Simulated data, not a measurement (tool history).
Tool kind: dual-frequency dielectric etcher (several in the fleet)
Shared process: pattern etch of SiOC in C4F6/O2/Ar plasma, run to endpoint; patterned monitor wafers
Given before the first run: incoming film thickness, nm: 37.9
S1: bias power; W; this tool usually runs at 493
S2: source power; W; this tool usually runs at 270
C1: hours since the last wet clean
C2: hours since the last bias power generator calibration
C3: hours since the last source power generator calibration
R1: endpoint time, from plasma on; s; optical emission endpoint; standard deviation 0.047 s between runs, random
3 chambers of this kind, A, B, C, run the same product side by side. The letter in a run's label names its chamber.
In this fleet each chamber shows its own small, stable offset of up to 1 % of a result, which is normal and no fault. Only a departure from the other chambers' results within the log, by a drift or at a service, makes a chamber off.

run 1B hour=4.3 | S1=493 S2=270 | C1=352.6 C2=2863.5 C3=2752.8 | R1=14.889
run 2C hour=13.3 | S1=493 S2=270 | C1=507.6 C2=285.5 C3=2188.8 | R1=15.019
run 3A hour=19.5 | S1=493 S2=270 | C1=279.1 C2=1137.4 C3=4005.6 | R1=14.887
run 4C hour=23.6 | S1=493 S2=270 | C1=517.9 C2=295.8 C3=2199.1 | R1=14.891
run 5A hour=29.2 | S1=493 S2=270 | C1=288.8 C2=1147.1 C3=4015.3 | R1=14.856
run 6B hour=34.9 | S1=493 S2=270 | C1=383.2 C2=2894.1 C3=2783.4 | R1=14.885
run 7A hour=40.3 | S1=493 S2=270 | C1=299.9 C2=1158.2 C3=4026.4 | R1=14.857
-- hour=43.0 chamber A: source power generator calibrated
run 8C hour=49.4 | S1=396 S2=240 | C1=543.7 C2=321.6 C3=2224.9 | R1=16.866
run 9B hour=58.5 | S1=396 S2=240 | C1=406.8 C2=2917.7 C3=2807.0 | R1=16.840
-- hour=62.6 chamber B: wet clean of the chamber
run 10C hour=63.2 | S1=396 S2=240 | C1=557.5 C2=335.4 C3=2238.7 | R1=16.863
run 11B hour=67.8 | S1=493 S2=270 | C1=5.2 C2=2927.0 C3=2816.3 | R1=15.014
-- hour=71.1 chamber C: wet clean of the chamber
run 12A hour=72.4 | S1=564 S2=220 | C1=332.0 C2=1190.3 C3=29.5 | R1=15.229
run 13A hour=80.7 | S1=564 S2=220 | C1=340.3 C2=1198.6 C3=37.8 | R1=15.129
run 14C hour=86.5 | S1=564 S2=220 | C1=15.4 C2=358.7 C3=2262.0 | R1=14.720
run 15B hour=94.9 | S1=493 S2=270 | C1=32.3 C2=2954.1 C3=2843.4 | R1=14.897
run 16A hour=99.3 | S1=493 S2=270 | C1=358.9 C2=1217.2 C3=56.4 | R1=14.809
run 17B hour=108.2 | S1=493 S2=270 | C1=45.6 C2=2967.4 C3=2856.7 | R1=14.855
run 18C hour=113.7 | S1=493 S2=270 | C1=42.6 C2=385.9 C3=2289.2 | R1=14.412
run 19C hour=118.9 | S1=378 S2=270 | C1=47.8 C2=391.1 C3=2294.4 | R1=15.772
run 20A hour=127.1 | S1=378 S2=270 | C1=386.7 C2=1245.0 C3=84.2 | R1=16.391
run 21B hour=131.8 | S1=378 S2=270 | C1=69.2 C2=2991.0 C3=2880.3 | R1=16.477
run 22A hour=140.2 | S1=493 S2=270 | C1=399.8 C2=1258.1 C3=97.3 | R1=14.838
run 23C hour=145.0 | S1=493 S2=270 | C1=73.9 C2=417.2 C3=2320.5 | R1=14.407
run 24B hour=152.3 | S1=493 S2=270 | C1=89.7 C2=3011.5 C3=2900.8 | R1=14.920
run 25C hour=159.9 | S1=493 S2=270 | C1=88.8 C2=432.1 C3=2335.4 | R1=14.419
run 26B hour=167.2 | S1=493 S2=270 | C1=104.6 C2=3026.4 C3=2915.7 | R1=14.797
run 27A hour=171.7 | S1=493 S2=270 | C1=431.3 C2=1289.6 C3=128.8 | R1=14.904
run 28C hour=180.3 | S1=493 S2=270 | C1=109.2 C2=452.5 C3=2355.8 | R1=14.366
run 29B hour=186.6 | S1=493 S2=270 | C1=124.0 C2=3045.8 C3=2935.1 | R1=14.884

Does one chamber stand apart from the rest, does the shared gauge drift, or is all well apart from small per-chamber offsets? Give the chamber and the most likely cause, where there is one.

A service left chamber C off against the others.
Likeliest cause: etch rate over this chamber's usual, % = 4.02.

Below are 4 candidate recipes for chamber C's next run, each the usual settings with a change, their results shown as question marks. Which of them brings C's results back in line with what the other chambers give on the usual settings?
Counts as in line when no further than this from what the other chambers average on the usual settings: R1 0.160 s
run 30C-1 hour=193.3 | S1=450 S2=250 | R1=?
run 30C-2 hour=193.3 | S1=471 S2=260 | R1=?
run 30C-3 hour=193.3 | S1=493 S2=320 | R1=?
run 30C-4 hour=193.3 | S1=537 S2=270 | R1=?

Usual-settings mean across the other chambers: R1 14.867 s
run=30C-1 R1=15.281
run=30C-2 R1=14.809
run=30C-3 R1=13.491
run=30C-4 R1=13.904
Change 30C-2 lands the chamber within the allowed miss of the other chambers.
